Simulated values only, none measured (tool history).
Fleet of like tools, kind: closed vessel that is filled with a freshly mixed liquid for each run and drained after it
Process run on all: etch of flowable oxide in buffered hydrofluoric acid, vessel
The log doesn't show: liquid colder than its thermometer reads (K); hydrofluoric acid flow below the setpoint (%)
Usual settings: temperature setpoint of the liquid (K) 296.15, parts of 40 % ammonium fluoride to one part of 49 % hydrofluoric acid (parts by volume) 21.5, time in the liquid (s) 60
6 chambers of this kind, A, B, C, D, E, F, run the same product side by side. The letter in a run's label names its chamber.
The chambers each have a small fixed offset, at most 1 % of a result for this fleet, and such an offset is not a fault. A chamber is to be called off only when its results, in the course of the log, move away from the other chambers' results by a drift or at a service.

run	hour	temperature setpoint of the liquid (K)	parts of 40 % ammonium fluoride to one part of 49 % hydrofluoric acid (parts by volume)	time in the liquid (s)	hours since the thermometer was replaced	hours since the hydrofluoric acid flow meter was replaced	read-back film thickness of the flowable oxide reference wafer, read on the same gauge (nm)	thickness taken off the flowable oxide on a monitor wafer (nm)
1B	7	296.15	21.5	60	934.3	1151	39.999	122.27
2C	17.7	296.15	21.5	60	447.9	542.6	39.983	122.61
3D	28.3	296.15	21.5	60	871.2	213.9	39.984	121.67
4F	33.4	296.15	21.5	60	1074.1	378	40.003	123.14
5E	40.5	296.15	21.5	60	650.8	1490.4	40.007	122.9
6A	50.8	296.15	21.5	60	1774.2	987.7	40.02	122.94
7B	57.6	296.15	21.5	60	984.9	1201.6	40.011	120.35
8A	62.6	296.15	21.5	60	1786	999.5	40.003	122.48
9E	67.8	296.15	21.5	60	678.1	1517.7	39.998	122.99
10F	74.5	296.15	21.5	60	1115.2	419.1	40.004	123.53
11C	85.7	296.15	21.5	60	515.9	610.6	39.987	122.49
12D	94.2	296.15	27	75	937.1	279.8	39.99	130.04
13B	101.3	296.15	27	75	1028.6	1245.3	39.995	128.93
# hour 105.7: chamber E: hydrofluoric acid flow meter replaced
14F	109.6	296.15	27	75	1150.3	454.2	40.018	130.7
15A	116	296.15	27	75	1839.4	1052.9	40.02	129.81
16D	124.5	296.15	27	75	967.4	310.1	39.985	131.67
17E	129.7	296.15	27	75	740	24.1	40.004	131.29
18C	136.2	296.15	21.5	60	566.4	661.1	40.015	122.7
19A	143.2	296.15	25.5	60	1866.6	1080.1	39.996	109.34
20C	154.5	296.15	25.5	60	584.7	679.4	39.996	109.74
21F	159.6	296.15	25.5	60	1200.3	504.2	40.005	110.9
22E	165	296.15	25.5	60	775.3	59.4	39.992	110.42
23B	170	296.15	25.5	60	1097.3	1314	39.997	108.8
24D	180.7	296.15	25.5	60	1023.6	366.3	40.004	108.47
25F	191.7	296.15	21.5	60	1232.4	536.3	39.992	121.69
26A	199.9	296.15	21.5	85	1923.3	1136.8	40.002	174.6
27D	205	296.15	21.5	85	1047.9	390.6	40.01	173.32
28C	210	296.15	21.5	85	640.2	734.9	40.011	176.53
29E	217.6	296.15	21.5	85	827.9	112	40.003	175.82
30B	225.4	296.15	21.5	85	1152.7	1369.4	40.009	172.9
31A	235.1	296.15	21.5	85	1958.5	1172	40.009	173.92
32C	242.7	296.15	21.5	60	672.9	767.6	39.985	124.22
33F	248.6	301.15	21.5	35	1289.3	593.2	39.99	93.281
34E	260	301.15	21.5	35	870.3	154.4	40.005	94.442
35D	268.1	301.15	21.5	35	1111	453.7	40.02	94.016
36B	276.7	301.15	21.5	35	1204	1420.7	39.992	94.663
# hour 285.3: chamber D: thermometer replaced
37F	287.7	301.15	21.5	35	1328.4	632.3	39.987	93.641
38A	297.4	301.15	21.5	35	2020.8	1234.3	40.009	94.19
39D	302.9	296.15	21.5	60	17.6	488.5	39.997	121.96
40E	314	296.15	21.5	60	924.3	208.4	39.996	122.4
41B	322.3	296.15	21.5	60	1249.6	1466.3	40.003	121.05
42C	333.4	296.15	21.5	60	763.6	858.3	39.995	121.64
43E	340.7	296.15	21.5	60	951	235.1	39.985	121.63

Predict what each chamber gives when all 6 of them run the settings below next.
44A	348.9	301.15	21.5	60				?
44B	348.9	301.15	21.5	60				?
44C	348.9	301.15	21.5	60				?
44D	348.9	301.15	21.5	60				?
44E	348.9	301.15	21.5	60				?
44F	348.9	301.15	21.5	60				?

run	thickness taken off the flowable oxide on a monitor wafer (nm)
44A	163.2
44B	161.66
44C	160.74
44D	159.75
44E	162.17
44F	160.61
